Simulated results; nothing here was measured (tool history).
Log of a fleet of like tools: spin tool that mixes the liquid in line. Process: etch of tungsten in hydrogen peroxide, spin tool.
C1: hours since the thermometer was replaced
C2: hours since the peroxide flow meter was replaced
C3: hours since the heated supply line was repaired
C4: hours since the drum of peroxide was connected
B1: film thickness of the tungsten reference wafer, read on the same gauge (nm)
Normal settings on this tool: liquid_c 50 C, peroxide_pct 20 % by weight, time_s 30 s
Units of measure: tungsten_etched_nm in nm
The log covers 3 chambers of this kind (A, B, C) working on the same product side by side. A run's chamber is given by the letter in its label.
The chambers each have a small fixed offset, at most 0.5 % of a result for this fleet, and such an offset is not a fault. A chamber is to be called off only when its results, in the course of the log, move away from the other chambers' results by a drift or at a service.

Run 1C, day 0.192: usual settings; C1 2119.7; C2 447.8; C3 429.8; C4 33.9; B1 120.02. Result: tungsten_etched_nm 46.163 nm.
At day 0.2: chamber C: thermometer replaced.
Run 2B, day 0.492: usual settings; C1 211.1; C2 136.6; C3 2340.4; C4 513.5; B1 120.03. Result: tungsten_etched_nm 46.133 nm.
Run 3A, day 0.717: usual settings; C1 70.1; C2 1129.2; C3 2080.5; C4 564.8; B1 120.02. Result: tungsten_etched_nm 46.134 nm.
Run 4B, day 0.917: usual settings; C1 221.3; C2 146.8; C3 2350.6; C4 523.7; B1 120.01. Result: tungsten_etched_nm 45.864 nm.
Run 5C, day 1.075: usual settings; C1 21; C2 469; C3 451; C4 55.1; B1 120. Result: tungsten_etched_nm 45.729 nm.
Run 6A, day 1.283: usual settings; C1 83.7; C2 1142.8; C3 2094.1; C4 578.4; B1 120.01. Result: tungsten_etched_nm 46.483 nm.
Run 7C, day 1.517: usual settings; C1 31.6; C2 479.6; C3 461.6; C4 65.7; B1 119.98. Result: tungsten_etched_nm 45.962 nm.
Run 8A, day 1.721: usual settings but peroxide_pct 24 % by weight; C1 94.2; C2 1153.3; C3 2104.6; C4 588.9; B1 119.99. Result: tungsten_etched_nm 50.526 nm.
Run 9B, day 2.033: usual settings but peroxide_pct 24 % by weight; C1 248.1; C2 173.6; C3 2377.4; C4 550.5; B1 120.01. Result: tungsten_etched_nm 50.359 nm.
Run 10C, day 2.275: usual settings but peroxide_pct 24 % by weight; C1 49.8; C2 497.8; C3 479.8; C4 83.9; B1 120. Result: tungsten_etched_nm 49.887 nm.
Run 11B, day 2.425: usual settings; C1 257.5; C2 183; C3 2386.8; C4 559.9; B1 120. Result: tungsten_etched_nm 46.129 nm.
Run 12A, day 2.7: usual settings but time_s 50 s; C1 117.7; C2 1176.8; C3 2128.1; C4 612.4; B1 120.01. Result: tungsten_etched_nm 76.844 nm.
Run 13B, day 2.929: usual settings but time_s 50 s; C1 269.6; C2 195.1; C3 2398.9; C4 572; B1 119.99. Result: tungsten_etched_nm 76.003 nm.
Run 14A, day 3.125: usual settings but time_s 50 s; C1 127.9; C2 1187; C3 2138.3; C4 622.6; B1 120.03. Result: tungsten_etched_nm 76.891 nm.
Run 15C, day 3.317: usual settings; C1 74.8; C2 522.8; C3 504.8; C4 108.9; B1 120. Result: tungsten_etched_nm 44.869 nm.
Run 16C, day 3.462: usual settings; C1 78.3; C2 526.3; C3 508.3; C4 112.4; B1 120. Result: tungsten_etched_nm 44.455 nm.
Run 17A, day 3.688: usual settings; C1 141.4; C2 1200.5; C3 2151.8; C4 636.1; B1 120. Result: tungsten_etched_nm 46.287 nm.
Run 18B, day 3.967: usual settings; C1 294.5; C2 220; C3 2423.8; C4 596.9; B1 119.98. Result: tungsten_etched_nm 46.013 nm.
Run 19C, day 4.254: usual settings; C1 97.3; C2 545.3; C3 527.3; C4 131.4; B1 119.99. Result: tungsten_etched_nm 43.864 nm.
Run 20A, day 4.546: usual settings; C1 162; C2 1221.1; C3 2172.4; C4 656.7; B1 119.97. Result: tungsten_etched_nm 46.522 nm.
Run 21B, day 4.696: usual settings but peroxide_pct 16 % by weight; C1 312; C2 237.5; C3 2441.3; C4 614.4; B1 119.97. Result: tungsten_etched_nm 40.598 nm.
Run 22B, day 4.875: usual settings but peroxide_pct 16 % by weight; C1 316.3; C2 241.8; C3 2445.6; C4 618.7; B1 120.02. Result: tungsten_etched_nm 40.837 nm.
Run 23C, day 5.033: usual settings but peroxide_pct 16 % by weight; C1 116; C2 564; C3 546; C4 150.1; B1 120.02. Result: tungsten_etched_nm 39.254 nm.
Run 24A, day 5.192: usual settings; C1 177.5; C2 1236.6; C3 2187.9; C4 672.2; B1 120.02. Result: tungsten_etched_nm 45.712 nm.

Predict what each chamber gives when all 3 of them run the settings below next.
Run 25A, day 5.421: usual settings but liquid_c 54 C. Result: tungsten_etched_nm ?.
Run 25B, day 5.421: usual settings but liquid_c 54 C. Result: tungsten_etched_nm ?.
Run 25C, day 5.421: usual settings but liquid_c 54 C. Result: tungsten_etched_nm ?.

run  tungsten_etched_nm
25A               58.35
25B              58.196
25C              54.997
